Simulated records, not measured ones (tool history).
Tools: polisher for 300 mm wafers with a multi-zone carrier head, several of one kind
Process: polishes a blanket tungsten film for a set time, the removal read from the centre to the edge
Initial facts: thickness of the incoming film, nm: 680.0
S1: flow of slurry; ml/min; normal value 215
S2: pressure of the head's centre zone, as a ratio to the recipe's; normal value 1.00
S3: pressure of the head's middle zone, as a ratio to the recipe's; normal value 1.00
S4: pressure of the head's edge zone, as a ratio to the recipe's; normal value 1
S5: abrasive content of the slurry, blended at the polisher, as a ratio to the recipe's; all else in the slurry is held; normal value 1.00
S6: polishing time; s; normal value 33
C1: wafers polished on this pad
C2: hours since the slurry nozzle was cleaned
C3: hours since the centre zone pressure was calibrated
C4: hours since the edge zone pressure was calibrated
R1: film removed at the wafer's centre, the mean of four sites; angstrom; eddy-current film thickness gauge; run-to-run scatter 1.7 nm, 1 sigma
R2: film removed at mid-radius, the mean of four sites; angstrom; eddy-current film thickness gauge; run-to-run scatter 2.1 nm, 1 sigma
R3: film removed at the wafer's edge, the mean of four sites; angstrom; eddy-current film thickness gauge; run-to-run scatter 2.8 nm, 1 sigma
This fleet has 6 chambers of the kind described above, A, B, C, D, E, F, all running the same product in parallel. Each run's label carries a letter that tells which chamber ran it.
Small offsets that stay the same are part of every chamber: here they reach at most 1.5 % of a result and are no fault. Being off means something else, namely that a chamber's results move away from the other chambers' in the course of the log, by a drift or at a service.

At day 0.158: chamber F: edge zone pressure recalibrated.
Run 1E, day 0.204: usual settings; C1 557; C2 49.4; C3 386.4; C4 174.1. Result: R1 2740.2 angstrom, R2 2743.4 angstrom, R3 2654.3 angstrom.
At day 0.346: chamber F: worn pad replaced by a new one.
Run 2C, day 0.379: usual settings; C1 803; C2 214.8; C3 247.5; C4 93.8. Result: R1 2715.0 angstrom, R2 2725.7 angstrom, R3 2659.6 angstrom.
At day 0.458: chamber C: worn pad replaced by a new one.
Run 3B, day 0.683: usual settings; C1 838; C2 26.6; C3 368.1; C4 202.4. Result: R1 2666.2 angstrom, R2 2730.5 angstrom, R3 2716.1 angstrom.
At day 0.712: chamber C: slurry nozzle cleaned.
At day 0.817: chamber E: worn pad replaced by a new one.
Run 4D, day 0.838: usual settings; C1 439; C2 392.3; C3 100.7; C4 175.7. Result: R1 2698.5 angstrom, R2 2648.3 angstrom, R3 2763.1 angstrom.
Run 5A, day 1.067: usual settings; C1 350; C2 181.4; C3 746.9; C4 339.9. Result: R1 2747.0 angstrom, R2 2733.5 angstrom, R3 2717.3 angstrom.
At day 1.304: chamber A: edge zone pressure recalibrated.
Run 6F, day 1.383: usual settings; C1 311; C2 115.6; C3 77.1; C4 29.4. Result: R1 2694.3 angstrom, R2 2669.7 angstrom, R3 2706.7 angstrom.
At day 1.629: chamber D: worn pad replaced by a new one.
Run 7E, day 1.642: usual settings; C1 247; C2 83.9; C3 420.9; C4 208.6. Result: R1 2712.7 angstrom, R2 2713.9 angstrom, R3 2681.2 angstrom.
Run 8A, day 1.825: usual settings but S2 1.11; C1 577; C2 199.6; C3 765.1; C4 12.5. Result: R1 3079.2 angstrom, R2 2715.5 angstrom, R3 2685.6 angstrom.
At day 2.038: chamber B: worn pad replaced by a new one.
Run 9F, day 2.104: usual settings but S2 1.11; C1 528; C2 132.9; C3 94.4; C4 46.7. Result: R1 3026.2 angstrom, R2 2681.5 angstrom, R3 2691.6 angstrom.
Run 10D, day 2.346: usual settings but S2 1.11; C1 216; C2 428.5; C3 136.9; C4 211.9. Result: R1 3033.9 angstrom, R2 2662.1 angstrom, R3 2703.2 angstrom.
Run 11C, day 2.525: usual settings but S2 1.11; C1 620; C2 43.6; C3 299.0; C4 145.3. Result: R1 3072.6 angstrom, R2 2708.6 angstrom, R3 2694.6 angstrom.
Run 12B, day 2.762: usual settings but S2 1.11; C1 217; C2 76.5; C3 418.0; C4 252.3. Result: R1 2974.8 angstrom, R2 2713.5 angstrom, R3 2734.0 angstrom.
Run 13F, day 2.946: usual settings but S2 1.11; C1 780; C2 153.1; C3 114.6; C4 66.9. Result: R1 3004.4 angstrom, R2 2690.4 angstrom, R3 2700.6 angstrom.
At day 3.108: chamber C: worn pad replaced by a new one.
Run 14E, day 3.138: usual settings; C1 695; C2 119.8; C3 456.8; C4 244.5. Result: R1 2731.8 angstrom, R2 2741.9 angstrom, R3 2693.3 angstrom.
At day 3.225: chamber E: worn pad replaced by a new one.
Run 15D, day 3.296: usual settings; C1 500; C2 451.3; C3 159.7; C4 234.7. Result: R1 2703.6 angstrom, R2 2643.2 angstrom, R3 2726.5 angstrom.
Run 16B, day 3.471: usual settings but S3 0.95, S5 1.20; C1 430; C2 93.5; C3 435.0; C4 269.3. Result: R1 2832.6 angstrom, R2 2667.6 angstrom, R3 2787.2 angstrom.
Run 17A, day 3.662: usual settings but S3 0.95, S5 1.20; C1 1128; C2 243.7; C3 809.2; C4 56.6. Result: R1 2837.3 angstrom, R2 2703.1 angstrom, R3 2853.3 angstrom.
At day 3.700: chamber A: worn pad replaced by a new one.
Run 18C, day 3.854: usual settings but S3 0.95, S5 1.20; C1 224; C2 75.5; C3 330.9; C4 177.2. Result: R1 2848.1 angstrom, R2 2737.4 angstrom, R3 2870.0 angstrom.
Run 19D, day 4.129: usual settings but S3 0.95, S5 1.20; C1 750; C2 471.3; C3 179.7; C4 254.7. Result: R1 2841.5 angstrom, R2 2655.9 angstrom, R3 2846.2 angstrom.
At day 4.158: chamber D: worn pad replaced by a new one.
Run 20E, day 4.421: usual settings but S3 0.95, S5 1.20; C1 359; C2 150.6; C3 487.6; C4 275.3. Result: R1 2842.3 angstrom, R2 2714.4 angstrom, R3 2829.7 angstrom.
Run 21C, day 4.596: usual settings but S3 0.95, S5 1.20; C1 446; C2 93.3; C3 348.7; C4 195.0. Result: R1 2853.2 angstrom, R2 2748.1 angstrom, R3 2820.1 angstrom.
At day 4.692: chamber F: worn pad replaced by a new one.
Run 22A, day 4.758: usual settings; C1 318; C2 270.0; C3 835.5; C4 82.9. Result: R1 2748.2 angstrom, R2 2735.5 angstrom, R3 2693.5 angstrom.
At day 4.871: chamber A: centre zone pressure recalibrated.
Run 23F, day 5.038: usual settings; C1 104; C2 203.3; C3 164.8; C4 117.1. Result: R1 2682.6 angstrom, R2 2700.5 angstrom, R3 2732.4 angstrom.
At day 5.138: chamber E: worn pad replaced by a new one.
Run 24B, day 5.354: usual settings; C1 994; C2 138.7; C3 480.2; C4 314.5. Result: R1 2684.8 angstrom, R2 2759.3 angstrom, R3 2709.4 angstrom.
Run 25A, day 5.512: usual settings; C1 544; C2 288.1; C3 15.5; C4 101.0. Result: R1 2734.7 angstrom, R2 2660.6 angstrom, R3 2720.3 angstrom.
At day 5.638: chamber C: worn pad replaced by a new one.
Run 26B, day 5.742: usual settings but S3 0.89; C1 1110; C2 148.0; C3 489.5; C4 323.8. Result: R1 2687.4 angstrom, R2 2447.0 angstrom, R3 2692.9 angstrom.
At day 5.967: chamber D: slurry nozzle cleaned.
Run 27C, day 5.983: usual settings but S3 0.89; C1 104; C2 126.6; C3 382.0; C4 228.3. Result: R1 2725.9 angstrom, R2 2442.9 angstrom, R3 2666.2 angstrom.
At day 6.029: chamber B: worn pad replaced by a new one.
Run 28F, day 6.167: usual settings but S3 0.89; C1 442; C2 230.4; C3 191.9; C4 144.2. Result: R1 2706.4 angstrom, R2 2404.1 angstrom, R3 2742.9 angstrom.
At day 6.183: chamber D: worn pad replaced by a new one.
Run 29D, day 6.325: usual settings but S3 0.89; C1 43; C2 8.6; C3 232.4; C4 307.4. Result: R1 2711.0 angstrom, R2 2421.1 angstrom, R3 2725.6 angstrom.
Run 30E, day 6.558: usual settings but S3 0.89; C1 426; C2 201.9; C3 538.9; C4 326.6. Result: R1 2723.9 angstrom, R2 2458.5 angstrom, R3 2688.2 angstrom.
At day 6.696: chamber E: slurry nozzle cleaned.
Run 31A, day 6.825: usual settings but S3 0.89; C1 937; C2 319.6; C3 47.0; C4 132.5. Result: R1 2700.3 angstrom, R2 2448.4 angstrom, R3 2703.2 angstrom.
Run 32E, day 7.008: usual settings; C1 561; C2 7.6; C3 549.7; C4 337.4. Result: R1 2720.4 angstrom, R2 2727.1 angstrom, R3 2655.0 angstrom.
Run 33C, day 7.283: usual settings but S3 1.05, S5 1.15; C1 494; C2 157.8; C3 413.2; C4 259.5. Result: R1 2773.5 angstrom, R2 2970.6 angstrom, R3 2777.3 angstrom.
Run 34F, day 7.529: usual settings but S3 1.05, S5 1.15; C1 851; C2 263.1; C3 224.6; C4 176.9. Result: R1 2793.3 angstrom, R2 2913.1 angstrom, R3 2786.9 angstrom.
Run 35D, day 7.671: usual settings but S3 1.05, S5 1.15; C1 447; C2 40.9; C3 264.7; C4 339.7. Result: R1 2836.7 angstrom, R2 2867.2 angstrom, R3 2864.9 angstrom.
At day 7.792: chamber C: worn pad replaced by a new one.
Run 36B, day 7.954: usual settings but S3 1.05, S5 1.15; C1 578; C2 201.1; C3 542.6; C4 376.9. Result: R1 2779.5 angstrom, R2 2968.0 angstrom, R3 2810.2 angstrom.
Run 37C, day 8.233: usual settings but S3 1.05, S5 1.15; C1 132; C2 180.6; C3 436.0; C4 282.3. Result: R1 2808.5 angstrom, R2 2901.1 angstrom, R3 2865.4 angstrom.

What goes on in this fleet: one chamber off, a drifting gauge, or nothing beyond the chambers' own small offsets? Name the chamber and the cause, if any.

The fleet is healthy, with each chamber sitting at its usual small offset and no drift in the gauge.
